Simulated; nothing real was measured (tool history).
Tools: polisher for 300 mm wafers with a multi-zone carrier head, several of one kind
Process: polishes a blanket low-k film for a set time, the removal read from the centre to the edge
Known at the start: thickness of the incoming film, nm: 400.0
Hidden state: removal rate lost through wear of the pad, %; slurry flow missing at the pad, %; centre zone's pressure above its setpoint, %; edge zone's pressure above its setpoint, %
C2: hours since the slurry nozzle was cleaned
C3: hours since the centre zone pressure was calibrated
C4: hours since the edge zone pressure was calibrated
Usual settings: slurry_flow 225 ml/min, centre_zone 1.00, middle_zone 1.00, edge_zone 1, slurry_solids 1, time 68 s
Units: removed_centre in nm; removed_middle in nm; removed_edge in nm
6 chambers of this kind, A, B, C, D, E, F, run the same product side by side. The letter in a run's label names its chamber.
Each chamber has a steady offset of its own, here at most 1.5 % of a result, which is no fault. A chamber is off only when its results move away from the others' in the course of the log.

At hour 4.8: chamber A: worn pad replaced by a new one.
Run 1F, hour 7.2: usual settings; wafers polished on this pad 139; C2 92.6; C3 700.6; C4 468.3. Result: removed_centre 32.168 nm, removed_middle 32.044 nm, removed_edge 31.866 nm.
Run 2E, hour 16.0: usual settings; wafers polished on this pad 266; C2 320.2; C3 533.1; C4 307.9. Result: removed_centre 32.628 nm, removed_middle 32.087 nm, removed_edge 32.267 nm.
Run 3A, hour 26.9: usual settings; wafers polished on this pad 246; C2 163.5; C3 233.6; C4 784.1. Result: removed_centre 32.120 nm, removed_middle 32.231 nm, removed_edge 32.013 nm.
Run 4B, hour 34.4: usual settings; wafers polished on this pad 529; C2 140.5; C3 66.3; C4 883.5. Result: removed_centre 32.603 nm, removed_middle 33.052 nm, removed_edge 31.208 nm.
At hour 36.2: chamber C: slurry nozzle cleaned.
Run 5D, hour 44.5: usual settings but slurry_flow 170 ml/min, middle_zone 0.89; wafers polished on this pad 758; C2 311.0; C3 380.1; C4 661.6. Result: removed_centre 31.138 nm, removed_middle 28.163 nm, removed_edge 31.166 nm.
At hour 51.1: chamber B: worn pad replaced by a new one.
At hour 53.1: chamber B: edge zone pressure recalibrated.
Run 6C, hour 53.6: usual settings but slurry_flow 170 ml/min, middle_zone 0.89; wafers polished on this pad 989; C2 17.5; C3 511.5; C4 409.4. Result: removed_centre 31.227 nm, removed_middle 27.983 nm, removed_edge 31.904 nm.
At hour 58.9: chamber D: worn pad replaced by a new one.
At hour 65.2: chamber F: worn pad replaced by a new one.
Run 7F, hour 65.2: usual settings but slurry_flow 170 ml/min, middle_zone 0.89; wafers polished on this pad 0; C2 150.6; C3 758.6; C4 526.3. Result: removed_centre 31.568 nm, removed_middle 27.654 nm, removed_edge 31.209 nm.
At hour 73.3: chamber E: worn pad replaced by a new one.
Run 8A, hour 77.6: usual settings but slurry_flow 170 ml/min, middle_zone 0.89; wafers polished on this pad 811; C2 214.2; C3 284.3; C4 834.8. Result: removed_centre 31.215 nm, removed_middle 27.873 nm, removed_edge 31.754 nm.
At hour 86.4: chamber A: worn pad replaced by a new one.
Run 9D, hour 88.1: usual settings but slurry_flow 170 ml/min, middle_zone 0.89; wafers polished on this pad 325; C2 354.6; C3 423.7; C4 705.2. Result: removed_centre 30.695 nm, removed_middle 28.380 nm, removed_edge 31.275 nm.
At hour 90.3: chamber C: worn pad replaced by a new one.
Run 10E, hour 102.4: usual settings but slurry_flow 170 ml/min, middle_zone 0.89; wafers polished on this pad 325; C2 406.6; C3 619.5; C4 394.3. Result: removed_centre 30.661 nm, removed_middle 27.482 nm, removed_edge 30.952 nm.
At hour 106.3: chamber D: slurry nozzle cleaned.
Run 11B, hour 116.2: usual settings; wafers polished on this pad 726; C2 222.3; C3 148.1; C4 63.1. Result: removed_centre 32.665 nm, removed_middle 32.308 nm, removed_edge 31.787 nm.
At hour 117.3: chamber C: centre zone pressure recalibrated.
Run 12C, hour 126.5: usual settings; wafers polished on this pad 403; C2 90.4; C3 9.3; C4 482.3. Result: removed_centre 32.200 nm, removed_middle 31.863 nm, removed_edge 33.325 nm.
At hour 131.9: chamber B: worn pad replaced by a new one.
At hour 136.7: chamber F: worn pad replaced by a new one.
Run 13E, hour 139.4: usual settings; wafers polished on this pad 737; C2 443.6; C3 656.5; C4 431.3. Result: removed_centre 32.415 nm, removed_middle 32.256 nm, removed_edge 32.156 nm.
At hour 141.1: chamber D: worn pad replaced by a new one.
At hour 148.6: chamber E: worn pad replaced by a new one.
Run 14C, hour 149.1: usual settings; wafers polished on this pad 655; C2 113.0; C3 31.9; C4 504.9. Result: removed_centre 33.076 nm, removed_middle 32.538 nm, removed_edge 32.768 nm.
At hour 156.3: chamber E: slurry nozzle cleaned.
Run 15F, hour 157.2: usual settings; wafers polished on this pad 228; C2 242.6; C3 850.6; C4 618.3. Result: removed_centre 32.429 nm, removed_middle 32.630 nm, removed_edge 32.786 nm.
At hour 157.4: chamber A: worn pad replaced by a new one.
Run 16B, hour 165.6: usual settings; wafers polished on this pad 376; C2 271.7; C3 197.5; C4 112.5. Result: removed_centre 32.143 nm, removed_middle 31.993 nm, removed_edge 32.002 nm.
At hour 169.2: chamber D: edge zone pressure recalibrated.
At hour 171.3: chamber D: centre zone pressure recalibrated.
At hour 175.0: chamber B: slurry nozzle cleaned.
Run 17D, hour 175.3: usual settings; wafers polished on this pad 381; C2 69.1; C3 4.0; C4 6.2. Result: removed_centre 32.402 nm, removed_middle 32.879 nm, removed_edge 31.613 nm.
Run 18A, hour 185.1: usual settings; wafers polished on this pad 308; C2 321.7; C3 391.8; C4 942.3. Result: removed_centre 32.617 nm, removed_middle 32.660 nm, removed_edge 32.291 nm.
Run 19A, hour 193.7: usual settings; wafers polished on this pad 404; C2 330.3; C3 400.4; C4 950.9. Result: removed_centre 32.560 nm, removed_middle 31.112 nm, removed_edge 32.772 nm.
At hour 198.7: chamber B: worn pad replaced by a new one.
Run 20B, hour 205.4: usual settings; wafers polished on this pad 74; C2 30.5; C3 237.3; C4 152.3. Result: removed_centre 32.466 nm, removed_middle 32.560 nm, removed_edge 31.545 nm.
At hour 206.3: chamber D: worn pad replaced by a new one.
Run 21D, hour 214.3: usual settings; wafers polished on this pad 89; C2 108.1; C3 43.0; C4 45.2. Result: removed_centre 32.571 nm, removed_middle 31.827 nm, removed_edge 31.955 nm.
At hour 218.3: chamber E: worn pad replaced by a new one.
At hour 225.2: chamber F: worn pad replaced by a new one.
Run 22E, hour 226.2: usual settings; wafers polished on this pad 89; C2 70.0; C3 743.3; C4 518.1. Result: removed_centre 32.500 nm, removed_middle 32.728 nm, removed_edge 32.165 nm.
Run 23F, hour 233.2: usual settings; wafers polished on this pad 89; C2 318.6; C3 926.6; C4 694.3. Result: removed_centre 32.490 nm, removed_middle 33.182 nm, removed_edge 32.243 nm.
At hour 234.4: chamber A: worn pad replaced by a new one.
At hour 235.9: chamber C: worn pad replaced by a new one.
Run 24C, hour 240.6: usual settings; wafers polished on this pad 53; C2 204.5; C3 123.4; C4 596.4. Result: removed_centre 32.777 nm, removed_middle 32.947 nm, removed_edge 32.794 nm.
Run 25E, hour 254.1: usual settings; wafers polished on this pad 399; C2 97.9; C3 771.2; C4 546.0. Result: removed_centre 32.760 nm, removed_middle 32.008 nm, removed_edge 31.976 nm.
Run 26A, hour 267.0: usual settings; wafers polished on this pad 364; C2 403.6; C3 473.7; C4 1024.2. Result: removed_centre 32.313 nm, removed_middle 32.652 nm, removed_edge 32.450 nm.
At hour 268.6: chamber B: worn pad replaced by a new one.
At hour 274.7: chamber D: worn pad replaced by a new one.
Run 27B, hour 278.8: usual settings; wafers polished on this pad 114; C2 103.9; C3 310.7; C4 225.7. Result: removed_centre 31.987 nm, removed_middle 33.227 nm, removed_edge 31.834 nm.
At hour 283.8: chamber E: worn pad replaced by a new one.
Run 28C, hour 289.7: usual settings; wafers polished on this pad 600; C2 253.6; C3 172.5; C4 645.5. Result: removed_centre 32.443 nm, removed_middle 33.145 nm, removed_edge 32.402 nm.
Run 29F, hour 297.8: usual settings; wafers polished on this pad 808; C2 383.2; C3 991.2; C4 758.9. Result: removed_centre 32.046 nm, removed_middle 32.439 nm, removed_edge 31.575 nm.
At hour 298.3: chamber A: worn pad replaced by a new one.
Run 30D, hour 308.5: usual settings; wafers polished on this pad 377; C2 202.3; C3 137.2; C4 139.4. Result: removed_centre 31.970 nm, removed_middle 32.589 nm, removed_edge 32.106 nm.
At hour 312.7: chamber F: worn pad replaced by a new one.
Run 31F, hour 321.2: usual settings; wafers polished on this pad 94; C2 406.6; C3 1014.6; C4 782.3. Result: removed_centre 32.613 nm, removed_middle 32.959 nm, removed_edge 31.742 nm.
Run 32C, hour 331.2: usual settings but slurry_flow 170 ml/min, centre_zone 1.04; wafers polished on this pad 1062; C2 295.1; C3 214.0; C4 687.0. Result: removed_centre 32.778 nm, removed_middle 31.355 nm, removed_edge 31.426 nm.
At hour 340.2: chamber D: worn pad replaced by a new one.
Run 33B, hour 341.8: usual settings but slurry_flow 170 ml/min, centre_zone 1.04; wafers polished on this pad 816; C2 166.9; C3 373.7; C4 288.7. Result: removed_centre 31.747 nm, removed_middle 31.202 nm, removed_edge 30.860 nm.
Run 34D, hour 348.9: usual settings but slurry_flow 170 ml/min, centre_zone 1.04; wafers polished on this pad 97; C2 242.7; C3 177.6; C4 179.8. Result: removed_centre 32.538 nm, removed_middle 31.626 nm, removed_edge 31.353 nm.
At hour 349.7: chamber E: worn pad replaced by a new one.
Run 35E, hour 356.9: usual settings but slurry_flow 170 ml/min, centre_zone 1.04; wafers polished on this pad 81; C2 200.7; C3 874.0; C4 648.8. Result: removed_centre 32.410 nm, removed_middle 31.475 nm, removed_edge 31.189 nm.
At hour 362.0: chamber A: worn pad replaced by a new one.
Run 36A, hour 364.2: usual settings but slurry_flow 170 ml/min, centre_zone 1.04; wafers polished on this pad 24; C2 500.8; C3 570.9; C4 1121.4. Result: removed_centre 32.588 nm, removed_middle 30.887 nm, removed_edge 31.337 nm.

Is one chamber off against the others, does the gauge drift, or is nothing wrong? If a chamber is off, say which, and what the likeliest cause is.

No chamber stands off beyond its own small offset, and the gauge holds steady.

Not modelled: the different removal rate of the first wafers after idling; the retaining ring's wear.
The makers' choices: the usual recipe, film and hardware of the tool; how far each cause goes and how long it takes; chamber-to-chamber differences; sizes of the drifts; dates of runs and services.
